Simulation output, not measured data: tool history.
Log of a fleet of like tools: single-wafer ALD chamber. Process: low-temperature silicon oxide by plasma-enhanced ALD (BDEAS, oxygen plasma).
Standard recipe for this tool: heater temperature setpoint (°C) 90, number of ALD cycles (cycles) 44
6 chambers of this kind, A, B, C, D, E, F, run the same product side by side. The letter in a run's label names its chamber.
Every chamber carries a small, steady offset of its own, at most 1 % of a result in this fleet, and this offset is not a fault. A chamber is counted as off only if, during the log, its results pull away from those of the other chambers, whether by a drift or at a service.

| run | day | heater temperature setpoint (°C) | number of ALD cycles (cycles) | read-back reference wafer on the same gauge, thickness_nm | mean film thickness on the monitor wafer (Å) |
|---|---|---|---|---|---|
| 1A | 0.375 | 90 | 44 | 6.379 | 64.518 |
| 2F | 0.683 | 90 | 44 | 6.3752 | 64.571 |
| 3D | 0.996 | 90 | 44 | 6.3831 | 65.953 |
| 4C | 1.221 | 90 | 44 | 6.3805 | 64.707 |
| 5E | 1.45 | 90 | 44 | 6.3827 | 64.356 |
| 6B | 1.696 | 90 | 44 | 6.3751 | 65.239 |
|  | 1.708 | chamber D: thermocouple changed; heater temperature recalibrated |
| 7A | 2.1 | 79 | 44 | 6.3785 | 67.063 |
| 8F | 2.275 | 79 | 44 | 6.3848 | 67.459 |
| 9D | 2.65 | 79 | 44 | 6.3779 | 68.487 |
| 10E | 2.875 | 79 | 44 | 6.3803 | 66.84 |
| 11C | 3.142 | 79 | 44 | 6.3844 | 67.667 |
| 12B | 3.367 | 79 | 44 | 6.383 | 68.498 |
| 13F | 3.662 | 90 | 44 | 6.3764 | 64.929 |
| 14E | 3.929 | 90 | 44 | 6.3847 | 64.915 |
| 15D | 4.121 | 100 | 36 | 6.3784 | 51.395 |
| 16B | 4.517 | 100 | 36 | 6.3761 | 51.403 |
| 17C | 4.817 | 100 | 36 | 6.3772 | 50.885 |
| 18A | 5.217 | 100 | 36 | 6.377 | 50.905 |
| 19D | 5.425 | 100 | 36 | 6.385 | 51.509 |
| 20A | 5.638 | 100 | 36 | 6.3834 | 51.237 |
| 21E | 5.888 | 90 | 44 | 6.3807 | 64.459 |
| 22F | 6.112 | 90 | 44 | 6.3754 | 64.743 |
| 23C | 6.396 | 90 | 44 | 6.3798 | 64.622 |
| 24B | 6.679 | 90 | 44 | 6.3855 | 64.846 |
| 25E | 6.912 | 90 | 44 | 6.3822 | 64.922 |
| 26B | 7.096 | 90 | 44 | 6.3769 | 65.041 |
| 27A | 7.429 | 90 | 36 | 6.3777 | 53.136 |
| 28C | 7.638 | 90 | 36 | 6.3723 | 52.84 |
| 29D | 7.971 | 90 | 36 | 6.3702 | 53.976 |
| 30F | 8.362 | 90 | 36 | 6.3838 | 52.615 |
| 31B | 8.542 | 90 | 36 | 6.3838 | 53.38 |
| 32D | 8.904 | 90 | 36 | 6.3883 | 53.946 |
| 33E | 9.158 | 103 | 51 | 6.3781 | 71.896 |
| 34C | 9.529 | 103 | 51 | 6.3712 | 72.284 |
| 35F | 9.767 | 103 | 51 | 6.3855 | 72.169 |
| 36A | 9.954 | 103 | 51 | 6.3778 | 71.912 |
| 37C | 10.317 | 103 | 51 | 6.3868 | 71.729 |
| 38E | 10.558 | 103 | 51 | 6.3811 | 72.146 |

Predict what each chamber gives when all 6 of them run the settings below next.
| 39A | 10.846 | 98 | 44 |  | ? |
| 39B | 10.846 | 98 | 44 |  | ? |
| 39C | 10.846 | 98 | 44 |  | ? |
| 39D | 10.846 | 98 | 44 |  | ? |
| 39E | 10.846 | 98 | 44 |  | ? |
| 39F | 10.846 | 98 | 44 |  | ? |

| run | mean film thickness on the monitor wafer (Å) |
|---|---|
| 39A | 63.523 |
| 39B | 63.486 |
| 39C | 63.066 |
| 39D | 63.999 |
| 39E | 63.066 |
| 39F | 63.419 |
